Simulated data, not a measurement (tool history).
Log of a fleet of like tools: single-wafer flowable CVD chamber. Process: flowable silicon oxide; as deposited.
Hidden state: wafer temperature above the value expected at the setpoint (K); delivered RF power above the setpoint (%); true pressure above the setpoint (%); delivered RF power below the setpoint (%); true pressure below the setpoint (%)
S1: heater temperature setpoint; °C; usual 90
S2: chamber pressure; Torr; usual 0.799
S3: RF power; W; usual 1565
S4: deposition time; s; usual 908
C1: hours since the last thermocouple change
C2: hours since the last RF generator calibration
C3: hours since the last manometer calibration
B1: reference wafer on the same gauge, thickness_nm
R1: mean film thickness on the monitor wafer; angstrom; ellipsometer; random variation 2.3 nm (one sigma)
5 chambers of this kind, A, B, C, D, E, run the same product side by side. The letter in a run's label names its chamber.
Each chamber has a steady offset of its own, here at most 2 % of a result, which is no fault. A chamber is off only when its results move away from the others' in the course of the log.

{"run": "1A", "hour": 4.5, "S1": 90, "S2": 0.799, "S3": 1565, "S4": 908, "C1": 1844.0, "C2": 1169.6, "C3": 1268.6, "B1": 653.08, "R1": 7220.4}
{"run": "2E", "hour": 9.8, "S1": 90, "S2": 0.799, "S3": 1565, "S4": 908, "C1": 306.3, "C2": 1063.3, "C3": 1945.9, "B1": 652.11, "R1": 7280.1}
{"run": "3C", "hour": 15.2, "S1": 90, "S2": 0.799, "S3": 1565, "S4": 908, "C1": 1400.9, "C2": 438.7, "C3": 297.9, "B1": 653.21, "R1": 7301.9}
{"run": "4B", "hour": 22.4, "S1": 90, "S2": 0.799, "S3": 1565, "S4": 908, "C1": 1701.5, "C2": 1049.8, "C3": 938.2, "B1": 653.33, "R1": 7341.1}
{"run": "5D", "hour": 28.0, "S1": 90, "S2": 0.799, "S3": 1565, "S4": 908, "C1": 1225.0, "C2": 471.8, "C3": 1253.3, "B1": 653.06, "R1": 7237.8}
{"run": "6E", "hour": 36.6, "S1": 90, "S2": 0.799, "S3": 1565, "S4": 908, "C1": 333.1, "C2": 1090.1, "C3": 1972.7, "B1": 653.06, "R1": 7231.6}
{"run": "7A", "hour": 43.4, "S1": 90, "S2": 0.799, "S3": 1565, "S4": 908, "C1": 1882.9, "C2": 1208.5, "C3": 1307.5, "B1": 652.62, "R1": 7182.7}
{"run": "8B", "hour": 50.7, "S1": 90, "S2": 0.799, "S3": 1565, "S4": 908, "C1": 1729.8, "C2": 1078.1, "C3": 966.5, "B1": 652.8, "R1": 7342.1}
{"hour": 51.5, "done": "chamber B: thermocouple changed; heater temperature recalibrated"}
{"run": "9D", "hour": 56.2, "S1": 90, "S2": 0.799, "S3": 1565, "S4": 908, "C1": 1253.2, "C2": 500.0, "C3": 1281.5, "B1": 652.93, "R1": 7266.1}
{"run": "10C", "hour": 63.6, "S1": 90, "S2": 0.799, "S3": 1565, "S4": 908, "C1": 1449.3, "C2": 487.1, "C3": 346.3, "B1": 653.26, "R1": 7291.0}
{"run": "11B", "hour": 70.9, "S1": 90, "S2": 0.799, "S3": 1565, "S4": 908, "C1": 19.5, "C2": 1098.3, "C3": 986.7, "B1": 653.04, "R1": 7339.4}
{"run": "12C", "hour": 79.2, "S1": 90, "S2": 0.799, "S3": 1565, "S4": 908, "C1": 1464.9, "C2": 502.7, "C3": 361.9, "B1": 652.58, "R1": 7266.1}
{"run": "13D", "hour": 87.8, "S1": 90, "S2": 0.799, "S3": 1565, "S4": 908, "C1": 1284.8, "C2": 531.6, "C3": 1313.1, "B1": 653.04, "R1": 7250.1}
{"run": "14A", "hour": 97.4, "S1": 90, "S2": 0.799, "S3": 1565, "S4": 908, "C1": 1936.9, "C2": 1262.5, "C3": 1361.5, "B1": 653.36, "R1": 7162.5}
{"run": "15E", "hour": 107.0, "S1": 90, "S2": 0.799, "S3": 1565, "S4": 908, "C1": 403.5, "C2": 1160.5, "C3": 2043.1, "B1": 652.95, "R1": 7249.4}
{"hour": 116.2, "done": "chamber E: capacitance manometer re-zeroed and calibrated"}
{"run": "16A", "hour": 116.3, "S1": 90, "S2": 0.799, "S3": 1565, "S4": 908, "C1": 1955.8, "C2": 1281.4, "C3": 1380.4, "B1": 653.0, "R1": 7159.8}
{"run": "17D", "hour": 120.8, "S1": 90, "S2": 0.799, "S3": 1665, "S4": 908, "C1": 1317.8, "C2": 564.6, "C3": 1346.1, "B1": 653.48, "R1": 7371.7}
{"run": "18E", "hour": 130.4, "S1": 90, "S2": 0.799, "S3": 1665, "S4": 908, "C1": 426.9, "C2": 1183.9, "C3": 14.2, "B1": 652.46, "R1": 7624.2}
{"hour": 135.5, "done": "chamber E: RF generator calibrated"}
{"run": "19C", "hour": 136.4, "S1": 90, "S2": 0.799, "S3": 1665, "S4": 908, "C1": 1522.1, "C2": 559.9, "C3": 419.1, "B1": 653.58, "R1": 7365.9}
{"run": "20B", "hour": 141.3, "S1": 90, "S2": 0.799, "S3": 1665, "S4": 908, "C1": 89.9, "C2": 1168.7, "C3": 1057.1, "B1": 653.28, "R1": 7486.9}
{"run": "21B", "hour": 146.0, "S1": 90, "S2": 0.799, "S3": 1665, "S4": 908, "C1": 94.6, "C2": 1173.4, "C3": 1061.8, "B1": 652.94, "R1": 7478.5}
{"run": "22A", "hour": 155.0, "S1": 90, "S2": 0.799, "S3": 1565, "S4": 908, "C1": 1994.5, "C2": 1320.1, "C3": 1419.1, "B1": 652.75, "R1": 7188.6}
{"hour": 158.9, "done": "chamber D: capacitance manometer re-zeroed and calibrated"}
{"run": "23E", "hour": 162.4, "S1": 90, "S2": 0.799, "S3": 1565, "S4": 908, "C1": 458.9, "C2": 27.0, "C3": 46.2, "B1": 653.44, "R1": 7514.3}
{"run": "24C", "hour": 170.1, "S1": 90, "S2": 0.799, "S3": 1565, "S4": 908, "C1": 1555.8, "C2": 593.6, "C3": 452.8, "B1": 653.02, "R1": 7281.9}
{"run": "25D", "hour": 174.6, "S1": 90, "S2": 0.799, "S3": 1565, "S4": 908, "C1": 1371.6, "C2": 618.4, "C3": 15.8, "B1": 653.29, "R1": 7250.7}
{"run": "26C", "hour": 184.5, "S1": 90, "S2": 0.799, "S3": 1565, "S4": 908, "C1": 1570.2, "C2": 608.0, "C3": 467.2, "B1": 653.66, "R1": 7273.2}
{"hour": 191.3, "done": "chamber B: RF generator calibrated"}
{"run": "27B", "hour": 193.9, "S1": 90, "S2": 0.799, "S3": 1565, "S4": 908, "C1": 142.5, "C2": 2.6, "C3": 1109.7, "B1": 652.72, "R1": 7334.1}
{"run": "28D", "hour": 202.6, "S1": 90, "S2": 0.799, "S3": 1565, "S4": 908, "C1": 1399.6, "C2": 646.4, "C3": 43.8, "B1": 652.98, "R1": 7239.5}
{"run": "29E", "hour": 212.1, "S1": 90, "S2": 0.799, "S3": 1565, "S4": 908, "C1": 508.6, "C2": 76.7, "C3": 95.9, "B1": 653.22, "R1": 7536.0}
{"hour": 217.8, "done": "chamber A: thermocouple changed; heater temperature recalibrated"}
{"run": "30A", "hour": 217.9, "S1": 99, "S2": 0.799, "S3": 1565, "S4": 1045, "C1": 0.2, "C2": 1383.0, "C3": 1482.0, "B1": 653.25, "R1": 6160.8}
{"run": "31A", "hour": 224.6, "S1": 99, "S2": 0.799, "S3": 1565, "S4": 1045, "C1": 6.9, "C2": 1389.7, "C3": 1488.7, "B1": 652.63, "R1": 6161.8}
{"hour": 231.8, "done": "chamber C: thermocouple changed; heater temperature recalibrated"}
{"hour": 231.9, "done": "chamber A: RF generator calibrated"}
{"run": "32D", "hour": 234.3, "S1": 99, "S2": 0.799, "S3": 1565, "S4": 1045, "C1": 1431.3, "C2": 678.1, "C3": 75.5, "B1": 652.84, "R1": 6176.0}
{"run": "33C", "hour": 241.9, "S1": 99, "S2": 0.799, "S3": 1565, "S4": 1045, "C1": 10.2, "C2": 665.4, "C3": 524.6, "B1": 652.67, "R1": 6187.9}
{"run": "34E", "hour": 248.4, "S1": 99, "S2": 0.799, "S3": 1565, "S4": 1045, "C1": 544.9, "C2": 113.0, "C3": 132.2, "B1": 653.04, "R1": 6395.8}
{"run": "35B", "hour": 256.3, "S1": 90, "S2": 0.799, "S3": 1565, "S4": 802, "C1": 204.9, "C2": 65.0, "C3": 1172.1, "B1": 653.16, "R1": 6531.5}
{"run": "36E", "hour": 261.8, "S1": 90, "S2": 0.799, "S3": 1565, "S4": 802, "C1": 558.3, "C2": 126.4, "C3": 145.6, "B1": 653.06, "R1": 6654.7}
{"run": "37C", "hour": 269.1, "S1": 90, "S2": 0.799, "S3": 1565, "S4": 802, "C1": 37.4, "C2": 692.6, "C3": 551.8, "B1": 653.05, "R1": 6392.1}
{"run": "38A", "hour": 274.8, "S1": 90, "S2": 0.799, "S3": 1565, "S4": 802, "C1": 57.1, "C2": 43.0, "C3": 1538.9, "B1": 653.02, "R1": 6351.6}
{"run": "39D", "hour": 281.6, "S1": 90, "S2": 0.799, "S3": 1565, "S4": 802, "C1": 1478.6, "C2": 725.4, "C3": 122.8, "B1": 652.63, "R1": 6426.6}
{"run": "40B", "hour": 288.6, "S1": 90, "S2": 0.799, "S3": 1565, "S4": 908, "C1": 237.2, "C2": 97.3, "C3": 1204.4, "B1": 653.16, "R1": 7296.0}
{"run": "41C", "hour": 297.4, "S1": 90, "S2": 0.799, "S3": 1565, "S4": 908, "C1": 65.7, "C2": 720.9, "C3": 580.1, "B1": 653.1, "R1": 7278.3}

Is one chamber off against the others, does the gauge drift, or is nothing wrong? If a chamber is off, say which, and what the likeliest cause is.

A service left chamber E off against the others.
Cause: true pressure above the setpoint (%) = 2.69.

Here are 4 candidates for chamber E's next run, each the usual settings with a change, their results left as question marks. Which one brings its results back in line with what the others give on the usual settings?
In line means no further than this from the other chambers' mean on the usual settings: R1 81.0 angstrom
{"run": "42E-1", "hour": 304.5, "S1": 90, "S2": 0.799, "S3": 1570, "S4": 918, "R1": "?"}
{"run": "42E-2", "hour": 304.5, "S1": 90, "S2": 0.779, "S3": 1565, "S4": 908, "R1": "?"}
{"run": "42E-3", "hour": 304.5, "S1": 90, "S2": 0.795, "S3": 1565, "S4": 906, "R1": "?"}
{"run": "42E-4", "hour": 304.5, "S1": 89, "S2": 0.799, "S3": 1565, "S4": 908, "R1": "?"}

The other chambers' mean on the usual settings: R1 7267.3 angstrom
run=42E-1 R1=7591.8
run=42E-2 R1=7263.6
run=42E-3 R1=7438.2
run=42E-4 R1=7727.0
42E-2 brings the chamber back in line.

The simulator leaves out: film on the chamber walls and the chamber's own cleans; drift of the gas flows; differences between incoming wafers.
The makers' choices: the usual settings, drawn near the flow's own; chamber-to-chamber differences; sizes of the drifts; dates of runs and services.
